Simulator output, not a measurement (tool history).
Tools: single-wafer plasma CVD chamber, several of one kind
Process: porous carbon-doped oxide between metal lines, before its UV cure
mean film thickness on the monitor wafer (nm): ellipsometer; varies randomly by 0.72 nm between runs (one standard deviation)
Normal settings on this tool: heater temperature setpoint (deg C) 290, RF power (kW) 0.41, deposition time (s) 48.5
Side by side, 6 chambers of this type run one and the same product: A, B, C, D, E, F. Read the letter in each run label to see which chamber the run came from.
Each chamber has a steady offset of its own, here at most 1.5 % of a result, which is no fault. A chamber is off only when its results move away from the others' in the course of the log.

run   hour  heater temperature setpoint (deg C)  RF power (kW)  deposition time (s)  hours since the last thermocouple change  hours since the last RF generator calibration  read-back reference wafer on the same gauge, thickness_nm  mean film thickness on the monitor wafer (nm)
 1C   10.1                                  290           0.41                 48.5                                     704.6                                         1566.8                                                     226.97                                         235.83
 2F   16.9                                  290           0.41                 48.5                                      79.4                                         1183.8                                                     226.91                                         237.83
 3A   27.2                                  290           0.41                 48.5                                     967.6                                          824.8                                                     227.04                                         240.14
 4E   40.5                                  290           0.41                 48.5                                     790.2                                          477.9                                                     226.96                                         236.35
      43.5  -- chamber B: RF generator calibrated
 5D   50.6                                  290           0.41                 48.5                                     369.7                                         2600.4                                                     227.06                                         233.48
 6B   64.1                                  290           0.41                 48.5                                     526.6                                           20.7                                                        227                                         236.97
 7F     76                                  290           0.41                 48.5                                     138.5                                         1242.9                                                     227.12                                         237.66
 8E     88                                  290           0.41                 48.5                                     837.7                                          525.4                                                     226.96                                         235.61
 9C   95.1                                  290           0.41                 48.5                                     789.6                                         1651.8                                                     226.99                                         235.39
10D    109                                  290           0.41                 48.5                                     428.1                                         2658.8                                                     227.02                                         235.55
11A    120                                  290           0.41                 48.5                                    1060.4                                          917.6                                                     226.95                                         237.55
12B  133.8                                  290           0.41                 48.5                                     596.3                                           90.4                                                        227                                         238.66
13D  145.9                                  290           0.41                 48.5                                       465                                         2695.7                                                     226.82                                         234.42
14E  155.5                                  290           0.41                 48.5                                     905.2                                          592.9                                                     227.04                                         235.34
15F  164.6                                  290           0.41                 56.5                                     227.1                                         1331.5                                                     226.81                                         276.65
16A  178.3                                  290           0.41                 56.5                                    1118.7                                          975.9                                                     227.12                                         279.31
17C  186.5                                  290           0.41                 56.5                                       881                                         1743.2                                                     226.79                                         274.88
18B  195.4                                  290           0.41                 56.5                                     657.9                                            152                                                     226.91                                         275.44
19E  209.2                                  290           0.41                 56.5                                     958.9                                          646.6                                                     227.04                                         273.75
20B  222.8                                  290           0.41                 56.5                                     685.3                                          179.4                                                     227.02                                         275.35
21A  236.8                                  290           0.41                 48.5                                    1177.2                                         1034.4                                                     227.01                                          239.1
22F  247.9                                  290           0.41                 48.5                                     310.4                                         1414.8                                                     226.76                                            238
23C  261.7                                  290           0.41                 48.5                                     956.2                                         1818.4                                                     227.01                                         235.67
     271.2  -- chamber A: thermocouple changed; heater temperature recalibrated
24D  273.9                                  290           0.41                 48.5                                       593                                         2823.7                                                     226.94                                         234.49
     276.5  -- chamber D: RF generator calibrated
25B  280.4                                  290           0.41                 48.5                                     742.9                                            237                                                     226.99                                         237.01
26D  290.7                                  290           0.41                 48.5                                     609.8                                           14.3                                                     227.01                                          233.8
27F  303.2                                  290           0.41                 48.5                                     365.7                                         1470.1                                                      227.2                                         237.72
28A  309.3                                  290           0.41                 48.5                                      38.2                                         1106.9                                                     227.21                                         247.38
29C  316.8                                  290           0.41                 48.5                                    1011.3                                         1873.5                                                      226.9                                         234.83
     323.4  -- chamber F: RF generator calibrated
30E  330.4                                  290           0.41                 48.5                                    1080.1                                          767.8                                                     227.11                                         235.63
31F  342.6                                  290           0.41                 48.5                                     405.1                                           19.3                                                     226.96                                            239
32C  355.9                                  299           0.44                 48.5                                    1050.4                                         1912.6                                                     227.12                                         235.18
     360.3  -- chamber E: thermocouple changed; heater temperature recalibrated
33B    368                                  299           0.44                 48.5                                     830.5                                          324.6                                                     226.88                                         237.89
34E  381.2                                  299           0.44                 48.5                                        21                                          818.6                                                     227.05                                         236.45
35A    389                                  299           0.44                 48.5                                     117.9                                         1186.6                                                      227.2                                         245.59
36D  402.4                                  299           0.44                 48.5                                     721.5                                            126                                                     226.89                                         234.63
37E  414.9                                  299           0.44                 48.5                                      54.7                                          852.3                                                     227.05                                         235.75
38D  428.3                                  290           0.41                 48.5                                     747.4                                          151.9                                                     226.92                                         236.33
39C  441.7                                  290           0.41                 48.5                                    1136.2                                         1998.4                                                     226.86                                          236.2
40A  454.8                                  290           0.41                 48.5                                     183.7                                         1252.4                                                     226.96                                         247.01
41B  467.2                                  283           0.41                 48.5                                     929.7                                          423.8                                                     226.96                                         248.56

Next, all 6 chambers run the settings below, one line each with question marks for the results. What does each chamber give?
42A  477.3                                  290           0.41                 48.5                                                                                                                                                                                                  ?
42B  477.3                                  290           0.41                 48.5                                                                                                                                                                                                  ?
42C  477.3                                  290           0.41                 48.5                                                                                                                                                                                                  ?
42D  477.3                                  290           0.41                 48.5                                                                                                                                                                                                  ?
42E  477.3                                  290           0.41                 48.5                                                                                                                                                                                                  ?
42F  477.3                                  290           0.41                 48.5                                                                                                                                                                                                  ?

run  mean film thickness on the monitor wafer (nm)
42A                                         246.21
42B                                         237.27
42C                                         236.12
42D                                         234.37
42E                                         235.96
42F                                          237.7
